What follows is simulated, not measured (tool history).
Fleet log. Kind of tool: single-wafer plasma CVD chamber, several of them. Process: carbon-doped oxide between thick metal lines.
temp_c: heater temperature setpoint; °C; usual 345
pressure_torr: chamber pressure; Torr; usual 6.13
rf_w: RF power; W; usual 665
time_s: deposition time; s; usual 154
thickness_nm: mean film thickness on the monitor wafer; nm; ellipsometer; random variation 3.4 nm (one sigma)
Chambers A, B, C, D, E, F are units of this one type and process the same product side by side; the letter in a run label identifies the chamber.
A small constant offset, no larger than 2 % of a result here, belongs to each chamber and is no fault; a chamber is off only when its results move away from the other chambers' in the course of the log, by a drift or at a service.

run,day,temp_c,pressure_torr,rf_w,time_s,hours since the last thermocouple change,hours since the last RF generator calibration,hours since the last manometer calibration,"read-back reference wafer on the same gauge, thickness_nm",thickness_nm
1F,0.171,345,6.13,665,154,1076.9,452,354.5,926.05,956.06
2B,0.375,345,6.13,665,154,1142.1,201.8,1966.9,926.96,959.92
3C,0.562,345,6.13,665,154,762.1,1210.5,680,926.9,953.12
4D,0.692,345,6.13,665,154,60.8,539.7,1149.3,927.43,957.85
5E,0.9,345,6.13,665,154,2094,1259.6,109.4,926.64,966.91
6A,1.183,345,6.13,665,154,332,422.1,1068.3,926.82,944.38
7F,1.367,345,6.13,665,154,1105.6,480.7,383.2,926.69,949.45
8D,1.6,345,6.13,665,154,82.6,561.5,1171.1,927.01,952.38
9A,1.754,345,6.13,665,154,345.7,435.8,1082,927.33,941
10B,1.971,345,6.13,665,154,1180.4,240.1,2005.2,927.34,959.14
11C,2.229,345,6.13,665,154,802.1,1250.5,720,927.01,952.84
12E,2.404,345,6.13,785,154,2130.1,1295.7,145.5,927.92,1060.6
13A,2.633,345,6.13,785,154,366.8,456.9,1103.1,927.57,1035.8
14C,2.888,345,6.13,785,154,817.9,1266.3,735.8,927.37,1052.8
15E,3.058,345,6.13,785,154,2145.8,1311.4,161.2,926.35,1064.2
16B,3.212,345,6.13,785,154,1210.2,269.9,2035,926.8,1055.3
17D,3.483,345,6.13,785,154,127.8,606.7,1216.3,927.02,1053
18F,3.638,345,6.13,665,154,1160.1,535.2,437.7,926.57,957.45
19B,3.904,345,6.13,665,154,1226.8,286.5,2051.6,927.06,963.28
20C,4.179,345,6.13,665,154,848.9,1297.3,766.8,927.74,950.71
21E,4.358,345,6.13,665,154,2177,1342.6,192.4,926.7,972.27
22A,4.621,345,6.13,735,154,414.5,504.6,1150.8,926.92,997.38
23D,4.808,345,6.13,735,154,159.6,638.5,1248.1,925.57,1015.8
24F,5.075,345,6.13,735,154,1194.6,569.7,472.2,926.85,1010.7
# day 5.146: chamber A: capacitance manometer re-zeroed and calibrated
25B,5.229,345,6.13,735,154,1258.6,318.3,2083.4,927.21,1017.7
26D,5.358,345,6.13,735,154,172.8,651.7,1261.3,927.04,1013.1
27C,5.625,345,6.13,735,154,883.6,1332,801.5,927.27,1011.3
28F,5.896,345,6.13,665,154,1214.3,589.4,491.9,926.03,958.55
29A,6.146,339,6.13,665,154,451.1,541.2,24.1,927.55,960.26
30E,6.383,339,6.13,665,154,2225.6,1391.2,241,927.3,976.35
31C,6.6,339,6.13,665,154,907,1355.4,824.9,927.47,968.45
32A,6.879,339,6.13,665,154,468.7,558.8,41.7,926.52,954.47
33B,7.033,339,6.13,665,154,1301.9,361.6,2126.7,926.66,973.81
34D,7.271,339,6.13,665,154,218.7,697.6,1307.2,927.17,970.17
35E,7.425,345,6.13,665,154,2250.6,1416.2,266,926.78,967.35
36F,7.583,345,6.13,665,154,1254.8,629.9,532.4,927.7,958.22
37A,7.825,345,6.13,665,154,491.4,581.5,64.4,926.82,937.44
38D,8.042,345,5.31,740,154,237.2,716.1,1325.7,927.11,996.65
39C,8.254,345,5.31,740,154,946.7,1395.1,864.6,927.21,998.39
40B,8.454,345,5.31,740,154,1336,395.7,2160.8,927.13,1000.8
41E,8.717,345,5.31,740,154,2281.6,1447.2,297,927.06,1014.7
42F,8.85,345,5.31,740,154,1285.2,660.3,562.8,926.71,988.99
43B,9.1,345,5.31,740,154,1351.5,411.2,2176.3,928.03,1001.9

Has any chamber moved away from the others, gradually or after a service, or does the common gauge drift, or do the chambers differ only by their own small steady offsets? State the chamber and the most likely cause if one applies.

All chambers stay in line apart from their small fixed offsets, and the gauge does not drift.
